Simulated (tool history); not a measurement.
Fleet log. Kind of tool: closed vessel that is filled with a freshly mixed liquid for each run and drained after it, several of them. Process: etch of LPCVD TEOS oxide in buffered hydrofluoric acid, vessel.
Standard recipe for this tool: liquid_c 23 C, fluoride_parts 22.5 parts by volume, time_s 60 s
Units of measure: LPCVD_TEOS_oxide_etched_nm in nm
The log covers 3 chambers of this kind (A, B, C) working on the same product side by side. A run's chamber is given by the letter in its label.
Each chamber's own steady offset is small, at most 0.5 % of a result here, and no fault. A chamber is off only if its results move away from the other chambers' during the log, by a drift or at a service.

run	hour	liquid_c	fluoride_parts	time_s	hours since the thermometer was replaced	hours since the hydrofluoric acid flow meter was replaced	read-back film thickness of the LPCVD TEOS oxide reference wafer, read on the same gauge (nm)	LPCVD_TEOS_oxide_etched_nm
1A	11.5	23	22.5	60	292.5	1157.5	60.007	57.285
2C	21.5	23	22.5	60	599.6	763.5	60.004	58.120
3B	28.7	23	22.5	60	451.2	793.2	60.026	57.210
4C	37.5	23	22.5	60	615.6	779.5	59.981	57.941
5B	48.6	23	22.5	60	471.1	813.1	60.036	58.114
6A	55.3	23	22.5	60	336.3	1201.3	59.959	56.560
7C	67.4	23	22.5	60	645.5	809.4	60.002	57.490
8B	77.9	23	15.0	60	500.4	842.4	59.997	83.741
9A	90.9	23	15.0	60	371.9	1236.9	60.045	82.255
# hour 97.4: chamber B: hydrofluoric acid flow meter replaced
10C	99.3	23	15.0	60	677.4	841.3	59.979	82.233
11B	110.2	23	22.5	60	532.7	12.8	60.004	58.480
12A	120.3	23	22.5	60	401.3	1266.3	60.012	57.223
13C	126.1	23	22.5	95	704.2	868.1	59.990	90.371
14A	134.9	23	22.5	95	415.9	1280.9	60.045	91.412
15B	140.6	23	22.5	95	563.1	43.2	59.988	93.727
16C	149.8	23	22.5	60	727.9	891.8	59.997	57.754
17B	156.3	23	22.5	60	578.8	58.9	59.983	59.022
18A	163.1	23	22.5	60	444.1	1309.1	60.013	57.611
19C	169.8	23	22.5	60	747.9	911.8	60.006	57.784
20A	176.0	23	22.5	60	457.0	1322.0	60.008	57.127
21B	188.0	23	22.5	60	610.5	90.6	59.979	60.140
22C	196.2	23	22.5	60	774.3	938.2	59.987	58.106
23A	202.5	23	22.5	60	483.5	1348.5	60.015	57.609
24B	211.3	23	22.5	60	633.8	113.9	60.012	59.591
# hour 219.0: chamber A: hydrofluoric acid flow meter replaced
25C	220.9	23	22.5	60	799.0	962.9	60.003	57.864
26A	231.3	23	22.5	60	512.3	12.4	59.996	57.889
27B	243.5	23	22.5	60	666.0	146.1	59.992	60.838
28A	253.5	23	22.5	60	534.5	34.6	59.998	57.217
29C	262.6	23	22.5	60	840.7	1004.6	60.011	57.643
30B	272.6	23	22.5	60	695.1	175.2	60.000	60.814
31C	282.8	23	22.5	60	860.9	1024.8	60.002	57.413

For the next run the whole fleet of 3 chambers uses the same settings. Give each chamber's results:
32A	292.3	23	22.5	60				?
32B	292.3	23	22.5	60				?
32C	292.3	23	22.5	60				?

run	LPCVD_TEOS_oxide_etched_nm
32A	56.227
32B	60.818
32C	57.661
